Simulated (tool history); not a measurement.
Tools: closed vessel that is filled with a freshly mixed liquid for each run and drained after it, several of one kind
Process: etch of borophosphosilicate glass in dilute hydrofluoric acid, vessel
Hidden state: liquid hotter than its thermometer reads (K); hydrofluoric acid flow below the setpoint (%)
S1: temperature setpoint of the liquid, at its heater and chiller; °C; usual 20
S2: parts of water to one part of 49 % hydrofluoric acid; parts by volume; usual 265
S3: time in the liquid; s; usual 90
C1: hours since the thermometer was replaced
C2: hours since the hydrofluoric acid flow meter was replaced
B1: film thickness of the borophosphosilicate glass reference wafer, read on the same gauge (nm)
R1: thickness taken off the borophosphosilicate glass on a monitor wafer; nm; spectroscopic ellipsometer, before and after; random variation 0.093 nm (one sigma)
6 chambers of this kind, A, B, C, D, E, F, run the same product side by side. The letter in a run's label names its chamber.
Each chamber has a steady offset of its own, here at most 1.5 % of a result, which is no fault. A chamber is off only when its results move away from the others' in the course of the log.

{"run": "1A", "hour": 8.7, "S1": 20, "S2": 265, "S3": 90, "C1": 1074.9, "C2": 36.3, "B1": 70.012, "R1": 19.042}
{"run": "2C", "hour": 14.3, "S1": 20, "S2": 265, "S3": 90, "C1": 129.3, "C2": 1009.1, "B1": 70.021, "R1": 19.113}
{"hour": 17.7, "done": "chamber D: thermometer replaced"}
{"run": "3F", "hour": 20.5, "S1": 20, "S2": 265, "S3": 90, "C1": 863.3, "C2": 403.4, "B1": 70.007, "R1": 18.703}
{"hour": 28.1, "done": "chamber D: hydrofluoric acid flow meter replaced"}
{"run": "4D", "hour": 28.1, "S1": 20, "S2": 265, "S3": 90, "C1": 10.4, "C2": 0.1, "B1": 70.005, "R1": 18.828}
{"run": "5E", "hour": 34.5, "S1": 20, "S2": 265, "S3": 90, "C1": 323.8, "C2": 2105.5, "B1": 70.002, "R1": 19.119}
{"run": "6B", "hour": 45.4, "S1": 20, "S2": 265, "S3": 90, "C1": 1364.1, "C2": 621.4, "B1": 70.005, "R1": 19.264}
{"run": "7D", "hour": 52.9, "S1": 20, "S2": 265, "S3": 90, "C1": 35.2, "C2": 24.9, "B1": 69.989, "R1": 18.569}
{"hour": 53.4, "done": "chamber E: hydrofluoric acid flow meter replaced"}
{"run": "8F", "hour": 63.4, "S1": 20, "S2": 265, "S3": 90, "C1": 906.2, "C2": 446.3, "B1": 70.012, "R1": 18.778}
{"run": "9B", "hour": 69.7, "S1": 20, "S2": 265, "S3": 90, "C1": 1388.4, "C2": 645.7, "B1": 69.994, "R1": 19.155}
{"run": "10A", "hour": 80.8, "S1": 20, "S2": 265, "S3": 90, "C1": 1147, "C2": 108.4, "B1": 70.012, "R1": 19.193}
{"run": "11E", "hour": 86.5, "S1": 20, "S2": 265, "S3": 90, "C1": 375.8, "C2": 33.1, "B1": 70.032, "R1": 19.154}
{"run": "12C", "hour": 91.7, "S1": 20, "S2": 265, "S3": 120, "C1": 206.7, "C2": 1086.5, "B1": 69.974, "R1": 25.306}
{"run": "13F", "hour": 97.0, "S1": 20, "S2": 265, "S3": 120, "C1": 939.8, "C2": 479.9, "B1": 70.022, "R1": 25.297}
{"run": "14B", "hour": 104.7, "S1": 20, "S2": 265, "S3": 120, "C1": 1423.4, "C2": 680.7, "B1": 70.012, "R1": 25.515}
{"run": "15D", "hour": 114.8, "S1": 20, "S2": 265, "S3": 120, "C1": 97.1, "C2": 86.8, "B1": 70.004, "R1": 25.07}
{"run": "16C", "hour": 124.7, "S1": 20, "S2": 265, "S3": 120, "C1": 239.7, "C2": 1119.5, "B1": 69.984, "R1": 25.046}
{"run": "17A", "hour": 135.7, "S1": 20, "S2": 265, "S3": 120, "C1": 1201.9, "C2": 163.3, "B1": 70, "R1": 25.66}
{"run": "18E", "hour": 144.3, "S1": 20, "S2": 265, "S3": 90, "C1": 433.6, "C2": 90.9, "B1": 69.991, "R1": 19.139}
{"run": "19B", "hour": 153.7, "S1": 20, "S2": 265, "S3": 90, "C1": 1472.4, "C2": 729.7, "B1": 69.993, "R1": 19.098}
{"run": "20A", "hour": 161.4, "S1": 20, "S2": 265, "S3": 90, "C1": 1227.6, "C2": 189, "B1": 70.019, "R1": 18.992}
{"run": "21F", "hour": 171.9, "S1": 20, "S2": 265, "S3": 90, "C1": 1014.7, "C2": 554.8, "B1": 70.026, "R1": 18.926}
{"run": "22D", "hour": 178.5, "S1": 23, "S2": 345, "S3": 90, "C1": 160.8, "C2": 150.5, "B1": 69.97, "R1": 14.78}
{"run": "23C", "hour": 183.6, "S1": 23, "S2": 345, "S3": 90, "C1": 298.6, "C2": 1178.4, "B1": 70.005, "R1": 14.553}
{"run": "24E", "hour": 189.1, "S1": 23, "S2": 345, "S3": 90, "C1": 478.4, "C2": 135.7, "B1": 69.998, "R1": 15.2}
{"run": "25D", "hour": 194.1, "S1": 23, "S2": 345, "S3": 90, "C1": 176.4, "C2": 166.1, "B1": 69.986, "R1": 14.892}
{"hour": 197.7, "done": "chamber A: thermometer replaced"}
{"run": "26B", "hour": 203.1, "S1": 23, "S2": 345, "S3": 90, "C1": 1521.8, "C2": 779.1, "B1": 70.004, "R1": 15.175}
{"run": "27A", "hour": 209.1, "S1": 23, "S2": 345, "S3": 90, "C1": 11.5, "C2": 236.7, "B1": 70.004, "R1": 15.204}
{"run": "28C", "hour": 217.7, "S1": 20, "S2": 265, "S3": 90, "C1": 332.7, "C2": 1212.5, "B1": 70.02, "R1": 18.233}
{"run": "29E", "hour": 227.0, "S1": 20, "S2": 265, "S3": 90, "C1": 516.3, "C2": 173.6, "B1": 69.992, "R1": 19.18}
{"run": "30F", "hour": 233.6, "S1": 17, "S2": 265, "S3": 140, "C1": 1076.4, "C2": 616.5, "B1": 69.99, "R1": 26.26}
{"run": "31B", "hour": 239.3, "S1": 17, "S2": 265, "S3": 140, "C1": 1558, "C2": 815.3, "B1": 69.986, "R1": 26.457}
{"run": "32E", "hour": 247.5, "S1": 17, "S2": 265, "S3": 140, "C1": 536.8, "C2": 194.1, "B1": 69.99, "R1": 26.746}
{"run": "33A", "hour": 255.0, "S1": 17, "S2": 265, "S3": 140, "C1": 57.4, "C2": 282.6, "B1": 70.026, "R1": 26.323}
{"run": "34F", "hour": 265.7, "S1": 17, "S2": 265, "S3": 140, "C1": 1108.5, "C2": 648.6, "B1": 69.995, "R1": 26.513}
{"run": "35D", "hour": 276.1, "S1": 17, "S2": 265, "S3": 140, "C1": 258.4, "C2": 248.1, "B1": 70.014, "R1": 26.023}
{"run": "36C", "hour": 284.1, "S1": 20, "S2": 265, "S3": 90, "C1": 399.1, "C2": 1278.9, "B1": 69.992, "R1": 17.839}
{"run": "37C", "hour": 290.5, "S1": 20, "S2": 200, "S3": 45, "C1": 405.5, "C2": 1285.3, "B1": 69.987, "R1": 12.768}
{"run": "38E", "hour": 301.4, "S1": 20, "S2": 200, "S3": 45, "C1": 590.7, "C2": 248, "B1": 70.01, "R1": 13.676}
{"run": "39B", "hour": 309.6, "S1": 20, "S2": 200, "S3": 45, "C1": 1628.3, "C2": 885.6, "B1": 69.998, "R1": 13.406}
{"run": "40D", "hour": 317.9, "S1": 20, "S2": 200, "S3": 45, "C1": 300.2, "C2": 289.9, "B1": 69.979, "R1": 13.214}
{"run": "41A", "hour": 329.3, "S1": 20, "S2": 200, "S3": 45, "C1": 131.7, "C2": 356.9, "B1": 69.988, "R1": 13.542}

Next, every chamber runs the same settings. What will each give?
{"run": "42A", "hour": 337.5, "S1": 20, "S2": 365, "S3": 90, "R1": "?"}
{"run": "42B", "hour": 337.5, "S1": 20, "S2": 365, "S3": 90, "R1": "?"}
{"run": "42C", "hour": 337.5, "S1": 20, "S2": 365, "S3": 90, "R1": "?"}
{"run": "42D", "hour": 337.5, "S1": 20, "S2": 365, "S3": 90, "R1": "?"}
{"run": "42E", "hour": 337.5, "S1": 20, "S2": 365, "S3": 90, "R1": "?"}
{"run": "42F", "hour": 337.5, "S1": 20, "S2": 365, "S3": 90, "R1": "?"}

run=42A R1=12.629
run=42B R1=12.603
run=42C R1=11.616
run=42D R1=12.4
run=42E R1=12.702
run=42F R1=12.587

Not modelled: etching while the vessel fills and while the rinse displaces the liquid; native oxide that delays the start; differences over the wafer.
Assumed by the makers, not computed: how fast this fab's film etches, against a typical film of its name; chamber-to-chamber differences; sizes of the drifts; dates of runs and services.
